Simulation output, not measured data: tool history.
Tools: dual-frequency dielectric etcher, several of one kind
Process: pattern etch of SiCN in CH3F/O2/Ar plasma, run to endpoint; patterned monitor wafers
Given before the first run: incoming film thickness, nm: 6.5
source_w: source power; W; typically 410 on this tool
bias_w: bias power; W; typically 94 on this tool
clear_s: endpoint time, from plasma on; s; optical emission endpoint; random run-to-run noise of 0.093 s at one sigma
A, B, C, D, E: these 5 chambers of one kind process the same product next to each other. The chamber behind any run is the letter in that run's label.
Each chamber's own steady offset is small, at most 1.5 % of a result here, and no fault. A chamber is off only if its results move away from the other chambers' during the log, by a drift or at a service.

run	hour	source_w	bias_w	hours since the last wet clean	hours since the last source power generator calibration	hours since the last bias power generator calibration	clear_s
1E	4.0	410	94	340.0	3582.3	1324.7	15.563
2D	8.8	410	94	45.2	3242.5	1931.5	15.618
3A	17.7	410	94	448.2	2387.7	1289.1	15.666
4B	25.5	410	94	298.9	2961.8	66.4	15.638
5C	30.6	410	94	372.0	2479.3	1796.9	15.761
6D	37.0	360	103	73.4	3270.7	1959.7	15.699
7E	41.3	360	103	377.3	3619.6	1362.0	15.809
8C	48.6	360	103	390.0	2497.3	1814.9	16.011
9B	57.3	360	103	330.7	2993.6	98.2	15.646
10A	65.2	360	103	495.7	2435.2	1336.6	15.893
11E	69.5	380	94	405.5	3647.8	1390.2	16.240
12C	78.0	380	94	419.4	2526.7	1844.3	16.346
13A	84.0	380	94	514.5	2454.0	1355.4	15.865
14D	88.1	380	94	124.5	3321.8	2010.8	15.848
15B	95.1	380	94	368.5	3031.4	136.0	16.025
16B	101.7	410	94	375.1	3038.0	142.6	15.497
17A	107.5	410	94	538.0	2477.5	1378.9	15.738
# hour 112.1: chamber C: source power generator calibrated
18D	112.1	490	78	148.5	3345.8	2034.8	15.597
19E	119.6	490	78	455.6	3697.9	1440.3	15.666
# hour 126.6: chamber E: wet clean of the chamber
20C	127.2	490	78	468.6	15.1	1893.5	15.723
21C	133.8	490	78	475.2	21.7	1900.1	15.791
22E	138.3	490	78	11.8	3716.6	1459.0	15.395
# hour 143.3: chamber C: wet clean of the chamber
# hour 145.2: chamber B: wet clean of the chamber
23B	147.1	410	94	1.9	3083.4	188.0	15.407
24D	154.7	410	94	191.1	3388.4	2077.4	15.636
25A	159.2	410	94	589.7	2529.2	1430.6	15.722
26B	167.2	410	94	22.0	3103.5	208.1	15.434
# hour 168.1: chamber A: wet clean of the chamber
27C	172.9	410	94	29.6	60.8	1939.2	15.601
28E	180.6	410	94	54.1	3758.9	1501.3	15.542
29D	185.4	410	94	221.8	3419.1	2108.1	15.569
# hour 189.5: chamber B: source power generator calibrated
30A	194.2	410	94	26.2	2564.2	1465.6	15.631
31E	201.6	410	94	75.1	3779.9	1522.3	15.729
32A	210.0	410	94	42.0	2580.0	1481.4	15.582
33C	213.9	410	94	70.6	101.8	1980.2	15.709
34B	222.7	410	94	77.5	33.2	263.6	15.625
35D	228.5	410	94	264.9	3462.2	2151.2	15.737
36D	235.1	410	94	271.5	3468.8	2157.8	15.636
37E	241.4	410	94	114.9	3819.7	1562.1	15.455
38C	250.2	410	94	106.9	138.1	2016.5	15.690
39A	259.1	460	94	91.1	2629.1	1530.5	14.977
40B	263.6	460	94	118.4	74.1	304.5	14.888
41C	268.5	460	94	125.2	156.4	2034.8	15.270
42B	274.8	460	94	129.6	85.3	315.7	14.959
43D	281.0	460	94	317.4	3514.7	2203.7	15.152
44A	287.0	410	94	119.0	2657.0	1558.4	15.703

All chambers now run identical settings, listed one chamber a line with results as question marks. What results will each chamber show?
45A	293.4	410	112				?
45B	293.4	410	112				?
45C	293.4	410	112				?
45D	293.4	410	112				?
45E	293.4	410	112				?

run	clear_s
45A	14.541
45B	14.545
45C	14.725
45D	14.729
45E	14.590
